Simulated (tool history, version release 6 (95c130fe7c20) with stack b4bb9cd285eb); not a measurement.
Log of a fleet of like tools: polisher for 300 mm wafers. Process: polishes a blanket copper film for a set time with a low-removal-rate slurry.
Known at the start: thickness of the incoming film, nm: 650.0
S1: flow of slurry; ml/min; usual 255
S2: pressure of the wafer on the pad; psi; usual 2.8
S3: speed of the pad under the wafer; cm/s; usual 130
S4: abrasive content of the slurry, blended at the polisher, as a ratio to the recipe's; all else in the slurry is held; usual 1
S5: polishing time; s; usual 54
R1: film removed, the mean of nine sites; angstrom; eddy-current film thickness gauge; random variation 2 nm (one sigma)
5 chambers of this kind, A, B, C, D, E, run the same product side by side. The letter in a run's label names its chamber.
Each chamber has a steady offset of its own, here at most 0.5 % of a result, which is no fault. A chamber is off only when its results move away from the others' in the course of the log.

run     day   S1   S2   S3  S4  S5      R1
      0.317  -- chamber B: worn pad replaced by a new one
 1B   0.358  255  2.8  130   1  54  2278.6
 2A   0.704  255  2.8  130   1  54  2282.1
      0.783  -- chamber E: worn pad replaced by a new one
 3D   1.146  255  2.8  130   1  54  2293.7
      1.242  -- chamber D: worn pad replaced by a new one
 4E   1.538  255  2.8  130   1  54  2277.5
 5C   1.954  255  2.8  130   1  54  2288.8
 6E     2.2  255  2.8  130   1  54  2285.6
 7C   2.417  255  2.8  130   1  54  2261.2
      2.604  -- chamber B: worn pad replaced by a new one
 8A   2.704  255  2.8  130   1  54  2223.5
 9D   2.929  335  2.8  130   1  48  2109.9
      3.212  -- chamber E: head pressure recalibrated
      3.283  -- chamber B: slurry nozzle cleaned
10B   3.388  335  2.8  130   1  48  2088.2
       3.55  -- chamber E: worn pad replaced by a new one
11B   3.662  335  2.8  130   1  48  2089.1
12C   4.017  335  2.8  130   1  48  2118.3
      4.029  -- chamber D: worn pad replaced by a new one
      4.146  -- chamber C: slurry blender recalibrated
       4.15  -- chamber C: slurry nozzle cleaned
      4.246  -- chamber C: worn pad replaced by a new one
13D   4.458  335  2.8  130   1  48  2106.4
14E   4.858  255  2.8  130   1  54  2270.4
      5.112  -- chamber B: worn pad replaced by a new one
15A   5.271  255  2.8  146   1  54  2502.3
16C   5.496  255  2.8  146   1  54  2580.9
       5.65  -- chamber A: head pressure recalibrated
17B   5.821  255  2.8  146   1  54    2602
      6.158  -- chamber E: worn pad replaced by a new one
18E    6.25  255  2.8  146   1  54    2584
      6.521  -- chamber E: slurry nozzle cleaned
      6.604  -- chamber D: slurry blender recalibrated
19D   6.604  255  2.8  146   1  54  2555.9
      6.892  -- chamber D: worn pad replaced by a new one
20A   6.967  255  2.8  130   1  54  2150.3
      7.067  -- chamber C: head pressure recalibrated
21C   7.171  255  2.8  130   1  54  2284.9
      7.271  -- chamber B: slurry blender recalibrated
      7.425  -- chamber B: worn pad replaced by a new one
22A   7.629  255  2.8  130   1  54  2173.8
      7.633  -- chamber B: head pressure recalibrated
23E   7.858  255  2.8  130   1  63  2641.4
      8.196  -- chamber C: worn pad replaced by a new one
24D   8.279  255  2.8  130   1  63  2628.8
      8.467  -- chamber E: worn pad replaced by a new one
      8.671  -- chamber D: head pressure recalibrated
25B   8.758  255  2.8  130   1  63  2651.2
26C   9.196  255  2.8  130   1  63  2670.2
27A   9.512  255  2.8  130   1  63  2442.3
28E   9.912  255  2.8  130   1  54  2299.8
      9.946  -- chamber D: worn pad replaced by a new one
     10.225  -- chamber B: worn pad replaced by a new one
29B  10.267  255  2.8  130   1  54  2258.9
30D  10.525  255  2.8  130   1  54  2328.9
31E   10.95  255  2.8  130   1  54  2286.3
32B   11.35  255  2.8  130   1  54  2254.3
33A  11.604  255  2.8  130   1  36  1363.2
34D  12.071  255  2.8  130   1  36  1507.2
35C  12.329  255  2.8  130   1  36  1520.4

What goes on in this fleet: one chamber off, a drifting gauge, or nothing beyond the chambers' own small offsets? Name the chamber and the cause, if any.

Chamber A drifts away from the others.
Cause: removal rate lost through wear of the pad, % = 10.4.
The log may not tell that from: abrasive missing from the slurry, %.

Here are 4 candidates for chamber A's next run, each the usual settings with a change, their results left as question marks. Which one brings its results back in line with what the others give on the usual settings?
In line means no further than this from the other chambers' mean on the usual settings: R1 68 angstrom
36A-1  12.667  255  2.8  130   1  57   ?
36A-2  12.667  255  2.9  134   1  56   ?
36A-3  12.667  255  2.7  130   1  53   ?
36A-4  12.667  255  2.7  126   1  52   ?

The other chambers' mean on the usual settings: R1 2285.8 angstrom
  run      R1
36A-1  2157.9
36A-2  2262.6
36A-3  1934.8
36A-4  1840.4
36A-2 brings the chamber back in line.
